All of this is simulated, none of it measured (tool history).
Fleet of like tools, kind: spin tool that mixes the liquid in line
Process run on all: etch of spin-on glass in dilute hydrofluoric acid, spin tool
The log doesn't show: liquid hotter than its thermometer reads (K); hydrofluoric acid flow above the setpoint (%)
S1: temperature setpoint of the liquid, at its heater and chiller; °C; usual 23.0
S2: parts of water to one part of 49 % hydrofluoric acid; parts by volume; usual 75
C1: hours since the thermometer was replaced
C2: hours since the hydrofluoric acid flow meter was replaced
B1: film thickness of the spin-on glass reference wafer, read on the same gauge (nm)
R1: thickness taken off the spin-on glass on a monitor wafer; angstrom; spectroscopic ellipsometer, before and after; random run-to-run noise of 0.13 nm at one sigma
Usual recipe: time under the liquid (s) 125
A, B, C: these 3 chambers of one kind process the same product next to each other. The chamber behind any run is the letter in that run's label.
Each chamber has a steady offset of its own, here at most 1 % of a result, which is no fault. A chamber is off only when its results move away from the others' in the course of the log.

At hour 1.7: chamber A: thermometer replaced.
Run 1B, hour 5.8: usual settings; C1 202.8; C2 263.2; B1 50.018. Result: R1 339.38 angstrom.
Run 2C, hour 14.0: usual settings; C1 959.1; C2 1633.2; B1 49.970. Result: R1 341.35 angstrom.
Run 3A, hour 18.7: usual settings; C1 17.0; C2 898.7; B1 50.028. Result: R1 345.41 angstrom.
Run 4B, hour 24.9: usual settings; C1 221.9; C2 282.3; B1 50.024. Result: R1 342.26 angstrom.
Run 5A, hour 32.8: usual settings; C1 31.1; C2 912.8; B1 50.029. Result: R1 346.53 angstrom.
Run 6C, hour 40.6: usual settings; C1 985.7; C2 1659.8; B1 49.981. Result: R1 341.15 angstrom.
Run 7A, hour 48.7: usual settings; C1 47.0; C2 928.7; B1 50.024. Result: R1 347.13 angstrom.
Run 8B, hour 52.9: usual settings; C1 249.9; C2 310.3; B1 49.997. Result: R1 342.55 angstrom.
Run 9C, hour 59.7: usual settings; C1 1004.8; C2 1678.9; B1 49.963. Result: R1 339.76 angstrom.
Run 10A, hour 67.4: usual settings; C1 65.7; C2 947.4; B1 50.015. Result: R1 348.47 angstrom.
Run 11B, hour 72.7: usual settings; C1 269.7; C2 330.1; B1 49.982. Result: R1 343.84 angstrom.
Run 12C, hour 78.2: usual settings; C1 1023.3; C2 1697.4; B1 50.040. Result: R1 341.01 angstrom.
Run 13B, hour 82.1: usual settings but S1 21.5 °C, S2 50 parts by volume; C1 279.1; C2 339.5; B1 49.995. Result: R1 493.61 angstrom.
Run 14C, hour 88.5: usual settings but S1 21.5 °C, S2 50 parts by volume; C1 1033.6; C2 1707.7; B1 50.003. Result: R1 492.99 angstrom.
Run 15A, hour 95.1: usual settings but S1 21.5 °C, S2 50 parts by volume; C1 93.4; C2 975.1; B1 50.000. Result: R1 518.64 angstrom.
Run 16A, hour 103.1: usual settings; C1 101.4; C2 983.1; B1 49.980. Result: R1 353.47 angstrom.
Run 17C, hour 107.6: usual settings but S1 28.0 °C; C1 1052.7; C2 1726.8; B1 49.998. Result: R1 416.37 angstrom.
Run 18B, hour 116.3: usual settings but S1 28.0 °C; C1 313.3; C2 373.7; B1 50.024. Result: R1 413.53 angstrom.
Run 19B, hour 120.8: usual settings but S1 28.0 °C; C1 317.8; C2 378.2; B1 49.988. Result: R1 415.00 angstrom.
Run 20A, hour 125.7: usual settings; C1 124.0; C2 1005.7; B1 49.995. Result: R1 354.62 angstrom.
Run 21C, hour 130.5: usual settings; C1 1075.6; C2 1749.7; B1 50.006. Result: R1 342.59 angstrom.
Run 22C, hour 135.4: usual settings; C1 1080.5; C2 1754.6; B1 49.959. Result: R1 342.85 angstrom.
Run 23A, hour 141.0: usual settings; C1 139.3; C2 1021.0; B1 49.975. Result: R1 355.93 angstrom.
Run 24B, hour 148.9: usual settings; C1 345.9; C2 406.3; B1 50.025. Result: R1 342.59 angstrom.
Run 25C, hour 156.4: usual settings; C1 1101.5; C2 1775.6; B1 50.058. Result: R1 340.13 angstrom.
Run 26A, hour 163.3: usual settings; C1 161.6; C2 1043.3; B1 49.988. Result: R1 357.20 angstrom.
Run 27B, hour 171.4: usual settings; C1 368.4; C2 428.8; B1 50.023. Result: R1 341.30 angstrom.
Run 28C, hour 177.8: usual settings; C1 1122.9; C2 1797.0; B1 49.985. Result: R1 340.63 angstrom.
Run 29A, hour 182.9: usual settings; C1 181.2; C2 1062.9; B1 50.019. Result: R1 359.50 angstrom.
Run 30B, hour 187.5: usual settings but time under the liquid (s) 170; C1 384.5; C2 444.9; B1 50.024. Result: R1 463.33 angstrom.
Run 31C, hour 193.2: usual settings but time under the liquid (s) 170; C1 1138.3; C2 1812.4; B1 49.998. Result: R1 463.31 angstrom.
Run 32A, hour 199.9: usual settings but time under the liquid (s) 170; C1 198.2; C2 1079.9; B1 49.981. Result: R1 491.86 angstrom.
Run 33B, hour 206.0: usual settings; C1 403.0; C2 463.4; B1 50.009. Result: R1 341.31 angstrom.
Run 34C, hour 211.4: usual settings; C1 1156.5; C2 1830.6; B1 49.993. Result: R1 341.04 angstrom.
Run 35A, hour 218.4: usual settings but S2 55 parts by volume, time under the liquid (s) 170; C1 216.7; C2 1098.4; B1 50.005. Result: R1 692.49 angstrom.
Run 36B, hour 224.8: usual settings but S2 55 parts by volume, time under the liquid (s) 170; C1 421.8; C2 482.2; B1 50.032. Result: R1 644.98 angstrom.
Run 37A, hour 231.1: usual settings but S2 55 parts by volume, time under the liquid (s) 170; C1 229.4; C2 1111.1; B1 50.018. Result: R1 689.39 angstrom.
Run 38C, hour 235.8: usual settings but S1 27.0 °C, time under the liquid (s) 100; C1 1180.9; C2 1855.0; B1 50.022. Result: R1 322.35 angstrom.

The same settings go to every chamber for the next run, one line per chamber below. Forecast the results for each:
Run 39A, hour 242.2: usual settings. Result: R1 ?.
Run 39B, hour 242.2: usual settings. Result: R1 ?.
Run 39C, hour 242.2: usual settings. Result: R1 ?.

run      R1
39A  364.38
39B  341.58
39C  339.60
